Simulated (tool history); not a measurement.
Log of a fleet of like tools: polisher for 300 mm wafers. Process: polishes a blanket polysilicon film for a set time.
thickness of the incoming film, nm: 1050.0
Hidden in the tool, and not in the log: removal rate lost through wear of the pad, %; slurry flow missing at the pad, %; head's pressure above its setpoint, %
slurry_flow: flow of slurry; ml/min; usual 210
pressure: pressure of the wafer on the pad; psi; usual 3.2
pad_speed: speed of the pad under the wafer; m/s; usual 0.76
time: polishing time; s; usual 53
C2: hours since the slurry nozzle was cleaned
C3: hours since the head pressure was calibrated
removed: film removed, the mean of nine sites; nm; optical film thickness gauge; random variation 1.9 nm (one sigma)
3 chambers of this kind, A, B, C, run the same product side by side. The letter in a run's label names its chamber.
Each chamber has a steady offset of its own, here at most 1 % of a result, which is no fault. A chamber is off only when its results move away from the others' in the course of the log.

Run 1B, hour 6.1: usual settings; wafers polished on this pad 552; C2 322.5; C3 272.7. Result: removed 316.93 nm.
Run 2A, hour 10.1: usual settings; wafers polished on this pad 475; C2 265.5; C3 1556.7. Result: removed 313.11 nm.
Run 3C, hour 14.4: usual settings; wafers polished on this pad 476; C2 118.7; C3 304.2. Result: removed 316.03 nm.
Run 4B, hour 22.9: usual settings; wafers polished on this pad 718; C2 339.3; C3 289.5. Result: removed 318.22 nm.
At hour 25.2: chamber C: worn pad replaced by a new one.
Run 5C, hour 31: usual settings; wafers polished on this pad 58; C2 135.3; C3 320.8. Result: removed 315.7 nm.
At hour 32.9: chamber A: worn pad replaced by a new one.
Run 6A, hour 35.4: usual settings; wafers polished on this pad 25; C2 290.8; C3 1582. Result: removed 309.95 nm.
At hour 39.4: chamber A: head pressure recalibrated.
Run 7C, hour 41.6: usual settings but pad_speed 0.96 m/s, time 44 s; wafers polished on this pad 163; C2 145.9; C3 331.4. Result: removed 328.37 nm.
Run 8B, hour 46.8: usual settings but pad_speed 0.96 m/s, time 44 s; wafers polished on this pad 955; C2 363.2; C3 313.4. Result: removed 332.47 nm.
Run 9A, hour 52.8: usual settings but pad_speed 0.96 m/s, time 44 s; wafers polished on this pad 197; C2 308.2; C3 13.4. Result: removed 328.22 nm.
Run 10B, hour 60.9: usual settings; wafers polished on this pad 1094; C2 377.3; C3 327.5. Result: removed 316.21 nm.
At hour 66.3: chamber B: worn pad replaced by a new one.
Run 11C, hour 66.8: usual settings; wafers polished on this pad 412; C2 171.1; C3 356.6. Result: removed 315.56 nm.
Run 12A, hour 71.9: usual settings but slurry_flow 170 ml/min, pad_speed 0.92 m/s; wafers polished on this pad 386; C2 327.3; C3 32.5. Result: removed 366.13 nm.
Run 13C, hour 77.1: usual settings but slurry_flow 170 ml/min, pad_speed 0.92 m/s; wafers polished on this pad 514; C2 181.4; C3 366.9. Result: removed 374.69 nm.
At hour 82.1: chamber C: worn pad replaced by a new one.
Run 14B, hour 85.8: usual settings but slurry_flow 170 ml/min, pad_speed 0.92 m/s; wafers polished on this pad 193; C2 402.2; C3 352.4. Result: removed 373.38 nm.
At hour 89.5: chamber A: worn pad replaced by a new one.
Run 15A, hour 90.4: usual settings; wafers polished on this pad 9; C2 345.8; C3 51. Result: removed 314.62 nm.
Run 16B, hour 97.8: usual settings but pressure 2.6 psi, time 41 s; wafers polished on this pad 312; C2 414.2; C3 364.4. Result: removed 199.2 nm.
Run 17A, hour 106.2: usual settings but pressure 2.6 psi, time 41 s; wafers polished on this pad 165; C2 361.6; C3 66.8. Result: removed 196.37 nm.
Run 18C, hour 110.8: usual settings but pressure 2.6 psi, time 41 s; wafers polished on this pad 284; C2 215.1; C3 400.6. Result: removed 201.61 nm.
At hour 113.5: chamber C: head pressure recalibrated.
Run 19A, hour 115.4: usual settings; wafers polished on this pad 256; C2 370.8; C3 76. Result: removed 311.12 nm.
Run 20B, hour 122.2: usual settings; wafers polished on this pad 553; C2 438.6; C3 388.8. Result: removed 317.87 nm.
Run 21C, hour 129.6: usual settings; wafers polished on this pad 469; C2 233.9; C3 16.1. Result: removed 338.63 nm.
Run 22C, hour 135.4: usual settings but pad_speed 0.52 m/s; wafers polished on this pad 527; C2 239.7; C3 21.9. Result: removed 231.36 nm.
At hour 138.4: chamber C: worn pad replaced by a new one.
Run 23B, hour 142.2: usual settings but pad_speed 0.52 m/s; wafers polished on this pad 751; C2 458.6; C3 408.8. Result: removed 216.94 nm.
Run 24A, hour 149.6: usual settings but pad_speed 0.52 m/s; wafers polished on this pad 594; C2 405; C3 110.2. Result: removed 214.68 nm.
Run 25C, hour 156.5: usual settings; wafers polished on this pad 179; C2 260.8; C3 43. Result: removed 335.1 nm.
Run 26A, hour 161.2: usual settings; wafers polished on this pad 709; C2 416.6; C3 121.8. Result: removed 312.79 nm.
At hour 162: chamber A: worn pad replaced by a new one.
At hour 166.2: chamber B: worn pad replaced by a new one.
Run 27B, hour 169.5: usual settings; wafers polished on this pad 33; C2 485.9; C3 436.1. Result: removed 315.56 nm.
Run 28B, hour 174.1: usual settings; wafers polished on this pad 78; C2 490.5; C3 440.7. Result: removed 312.05 nm.
Run 29C, hour 180.8: usual settings; wafers polished on this pad 419; C2 285.1; C3 67.3. Result: removed 340.49 nm.
Run 30A, hour 185.2: usual settings; wafers polished on this pad 230; C2 440.6; C3 145.8. Result: removed 313.48 nm.
At hour 191.3: chamber C: worn pad replaced by a new one.
Run 31A, hour 193.6: usual settings; wafers polished on this pad 313; C2 449; C3 154.2. Result: removed 314.71 nm.
Run 32B, hour 198: usual settings; wafers polished on this pad 315; C2 514.4; C3 464.6. Result: removed 318.38 nm.
Run 33C, hour 202.4: usual settings; wafers polished on this pad 110; C2 306.7; C3 88.9. Result: removed 339.1 nm.
Run 34B, hour 210: usual settings; wafers polished on this pad 433; C2 526.4; C3 476.6. Result: removed 317.08 nm.
Run 35C, hour 216.5: usual settings but pressure 4.3 psi, pad_speed 0.94 m/s; wafers polished on this pad 249; C2 320.8; C3 103. Result: removed 564.21 nm.
Run 36A, hour 225: usual settings but pressure 4.3 psi, pad_speed 0.94 m/s; wafers polished on this pad 623; C2 480.4; C3 185.6. Result: removed 519.75 nm.
Run 37C, hour 231.5: usual settings but pressure 4.3 psi, pad_speed 0.94 m/s; wafers polished on this pad 398; C2 335.8; C3 118. Result: removed 558.26 nm.
At hour 233.2: chamber A: worn pad replaced by a new one.
Run 38A, hour 236.7: usual settings; wafers polished on this pad 35; C2 492.1; C3 197.3. Result: removed 311.5 nm.

Next, every chamber runs the same settings. What will each give?
Run 39A, hour 243: usual settings. Result: removed ?.
Run 39B, hour 243: usual settings. Result: removed ?.
Run 39C, hour 243: usual settings. Result: removed ?.

run  removed
39A   311.55
39B    316.7
39C   339.56
